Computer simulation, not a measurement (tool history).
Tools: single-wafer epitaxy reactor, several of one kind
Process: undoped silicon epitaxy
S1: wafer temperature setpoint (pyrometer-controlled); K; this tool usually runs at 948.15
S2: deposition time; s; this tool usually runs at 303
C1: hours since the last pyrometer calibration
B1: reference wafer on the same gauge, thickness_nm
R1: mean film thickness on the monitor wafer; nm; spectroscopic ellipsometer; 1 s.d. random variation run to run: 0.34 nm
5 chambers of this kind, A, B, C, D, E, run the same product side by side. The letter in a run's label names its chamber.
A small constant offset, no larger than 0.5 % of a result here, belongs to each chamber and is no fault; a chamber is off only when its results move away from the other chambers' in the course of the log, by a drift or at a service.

{"run": "1D", "hour": 6.5, "S1": 948.15, "S2": 303, "C1": 551.7, "B1": 98.777, "R1": 86.308}
{"run": "2A", "hour": 17.9, "S1": 948.15, "S2": 303, "C1": 1088.6, "B1": 98.838, "R1": 86.383}
{"run": "3C", "hour": 25.8, "S1": 948.15, "S2": 303, "C1": 310.2, "B1": 98.703, "R1": 87.257}
{"run": "4E", "hour": 32.0, "S1": 948.15, "S2": 303, "C1": 1522.7, "B1": 98.844, "R1": 86.8}
{"run": "5B", "hour": 39.2, "S1": 948.15, "S2": 303, "C1": 2364.0, "B1": 98.789, "R1": 86.721}
{"run": "6C", "hour": 49.7, "S1": 961.15, "S2": 262, "C1": 334.1, "B1": 98.748, "R1": 97.711}
{"run": "7A", "hour": 57.6, "S1": 961.15, "S2": 262, "C1": 1128.3, "B1": 98.798, "R1": 97.133}
{"run": "8B", "hour": 68.1, "S1": 961.15, "S2": 262, "C1": 2392.9, "B1": 98.806, "R1": 97.663}
{"run": "9D", "hour": 78.4, "S1": 961.15, "S2": 262, "C1": 623.6, "B1": 98.83, "R1": 97.751}
{"run": "10E", "hour": 87.1, "S1": 961.15, "S2": 262, "C1": 1577.8, "B1": 98.917, "R1": 98.01}
{"run": "11E", "hour": 95.4, "S1": 948.15, "S2": 303, "C1": 1586.1, "B1": 98.821, "R1": 86.49}
{"run": "12D", "hour": 104.3, "S1": 948.15, "S2": 303, "C1": 649.5, "B1": 98.739, "R1": 86.362}
{"run": "13A", "hour": 111.3, "S1": 948.15, "S2": 303, "C1": 1182.0, "B1": 98.737, "R1": 86.334}
{"run": "14C", "hour": 118.5, "S1": 948.15, "S2": 303, "C1": 402.9, "B1": 98.834, "R1": 86.343}
{"run": "15B", "hour": 129.2, "S1": 948.15, "S2": 303, "C1": 2454.0, "B1": 98.746, "R1": 86.969}
{"run": "16E", "hour": 140.9, "S1": 948.15, "S2": 303, "C1": 1631.6, "B1": 98.746, "R1": 86.554}
{"run": "17A", "hour": 151.5, "S1": 948.15, "S2": 303, "C1": 1222.2, "B1": 98.804, "R1": 86.59}
{"run": "18C", "hour": 161.2, "S1": 948.15, "S2": 303, "C1": 445.6, "B1": 98.729, "R1": 86.711}
{"run": "19D", "hour": 170.8, "S1": 948.15, "S2": 303, "C1": 716.0, "B1": 98.871, "R1": 85.666}
{"run": "20B", "hour": 181.3, "S1": 948.15, "S2": 303, "C1": 2506.1, "B1": 98.844, "R1": 86.182}
{"run": "21B", "hour": 186.7, "S1": 948.15, "S2": 303, "C1": 2511.5, "B1": 98.832, "R1": 87.027}
{"run": "22D", "hour": 196.5, "S1": 948.15, "S2": 303, "C1": 741.7, "B1": 98.816, "R1": 85.773}
{"run": "23A", "hour": 205.9, "S1": 956.15, "S2": 347, "C1": 1276.6, "B1": 98.781, "R1": 116.98}
{"run": "24E", "hour": 216.6, "S1": 956.15, "S2": 347, "C1": 1707.3, "B1": 98.692, "R1": 117.23}
{"run": "25C", "hour": 227.1, "S1": 956.15, "S2": 347, "C1": 511.5, "B1": 98.797, "R1": 116.45}
{"hour": 234.4, "done": "chamber B: pyrometer calibrated"}
{"run": "26D", "hour": 237.6, "S1": 956.15, "S2": 347, "C1": 782.8, "B1": 98.672, "R1": 116.34}
{"run": "27C", "hour": 243.2, "S1": 956.15, "S2": 347, "C1": 527.6, "B1": 98.779, "R1": 116.69}
{"run": "28B", "hour": 252.9, "S1": 948.15, "S2": 303, "C1": 18.5, "B1": 98.826, "R1": 86.874}
{"hour": 259.4, "done": "chamber A: pyrometer calibrated"}
{"run": "29E", "hour": 259.8, "S1": 948.15, "S2": 303, "C1": 1750.5, "B1": 98.805, "R1": 86.726}
{"run": "30A", "hour": 265.3, "S1": 948.15, "S2": 303, "C1": 6.0, "B1": 98.739, "R1": 86.752}
{"run": "31A", "hour": 272.9, "S1": 948.15, "S2": 303, "C1": 13.6, "B1": 98.688, "R1": 86.626}
{"run": "32B", "hour": 283.7, "S1": 948.15, "S2": 303, "C1": 49.3, "B1": 98.824, "R1": 86.261}
{"run": "33D", "hour": 290.2, "S1": 948.15, "S2": 303, "C1": 835.4, "B1": 98.808, "R1": 86.429}
{"run": "34C", "hour": 298.2, "S1": 948.15, "S2": 303, "C1": 582.6, "B1": 98.696, "R1": 87.142}
{"run": "35E", "hour": 304.3, "S1": 948.15, "S2": 303, "C1": 1795.0, "B1": 98.863, "R1": 86.786}

Is one chamber off against the others, does the gauge drift, or is nothing wrong? If a chamber is off, say which, and what the likeliest cause is.

No chamber is off and the gauge is stable; the differences are just each chamber's small, constant offset.
